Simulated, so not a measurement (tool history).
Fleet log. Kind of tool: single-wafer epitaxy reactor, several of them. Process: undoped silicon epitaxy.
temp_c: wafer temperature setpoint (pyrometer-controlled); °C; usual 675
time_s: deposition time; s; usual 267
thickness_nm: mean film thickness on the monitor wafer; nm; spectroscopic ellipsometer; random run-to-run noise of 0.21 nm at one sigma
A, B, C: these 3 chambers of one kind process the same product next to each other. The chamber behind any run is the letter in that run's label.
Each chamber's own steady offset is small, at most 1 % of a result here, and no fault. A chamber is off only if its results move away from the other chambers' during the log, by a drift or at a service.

run   hour  temp_c  time_s  hours since the last pyrometer calibration  read-back reference wafer on the same gauge, thickness_nm  thickness_nm
 1A    5.4     675     267                                       838.2                                                     79.489        76.573
 2C   10.1     675     267                                         744                                                     79.512        75.662
 3B   16.7     675     267                                       983.3                                                     79.466        75.673
 4A   21.3     675     267                                       854.1                                                     79.551        76.631
 5B   27.1     675     267                                       993.7                                                      79.53        75.827
 6C   32.2     675     267                                       766.1                                                     79.452        75.503
 7B   38.7     675     267                                      1005.3                                                     79.513        76.337
 8C   44.1     675     267                                         778                                                     79.502        75.611
 9A   50.5     675     267                                       883.3                                                     79.527            77
10B     56     675     267                                      1022.6                                                     79.516        76.368
11C   62.5     675     267                                       796.4                                                     79.566         75.39
12A   68.6     675     267                                       901.4                                                     79.485        76.535
13A   75.1     675     267                                       907.9                                                     79.516        76.814
14C   78.8     675     267                                       812.7                                                     79.529        75.165
15B   85.4     675     267                                        1052                                                     79.516        76.144
16C   90.3     675     267                                       824.2                                                     79.526         75.52
17B   95.4     686     319                                        1062                                                     79.531        114.37
18A  102.7     686     319                                       935.5                                                     79.526        115.26
19B  107.8     686     319                                      1074.4                                                     79.507        113.98
20A  113.7     675     267                                       946.5                                                     79.462        77.237
21C  117.6     675     267                                       851.5                                                     79.525        75.562
22C  121.5     675     267                                       855.4                                                     79.442        75.703
23B  125.7     675     267                                      1092.3                                                     79.511        76.033
24A  129.2     675     292                                         962                                                      79.53        84.729
25C  134.7     675     292                                       868.6                                                     79.524        82.578
26B  139.5     675     292                                      1106.1                                                     79.574        83.123
27A  143.4     675     267                                       976.2                                                     79.548        77.995
28C  146.8     675     267                                       880.7                                                     79.471        75.406
29A  152.6     675     267                                       985.4                                                     79.453        77.734
30B  159.7     675     267                                      1126.3                                                      79.46        76.572
31C  165.7     675     267                                       899.6                                                     79.555        75.608

One chamber off, gauge drift, or nothing amiss beyond the chambers' own small offsets? If it is a chamber, which one, and what is the likeliest cause?

Chamber A drifts away from the others.
Likeliest cause: wafer temperature above the value expected at the setpoint (K) = 0.886.

Below are 4 candidate recipes for chamber A's next run, each the usual settings with a change, their results shown as question marks. Which of them brings A's results back in line with what the other chambers give on the usual settings?
A result is in line if it is within this distance of the other chambers' mean on the usual settings: thickness_nm 0.72 nm
32A-1   171     676     269                                                                                                                    ?
32A-2   171     675     255                                                                                                                    ?
32A-3   171     674     265                                                                                                                    ?
32A-4   171     675     279                                                                                                                    ?

Usual-settings mean across the other chambers: thickness_nm 75.877 nm
  run  thickness_nm
32A-1        80.329
32A-2        74.584
32A-3        75.914
32A-4        81.604
32A-3 is the one that brings the chamber's results back in line with the other chambers.
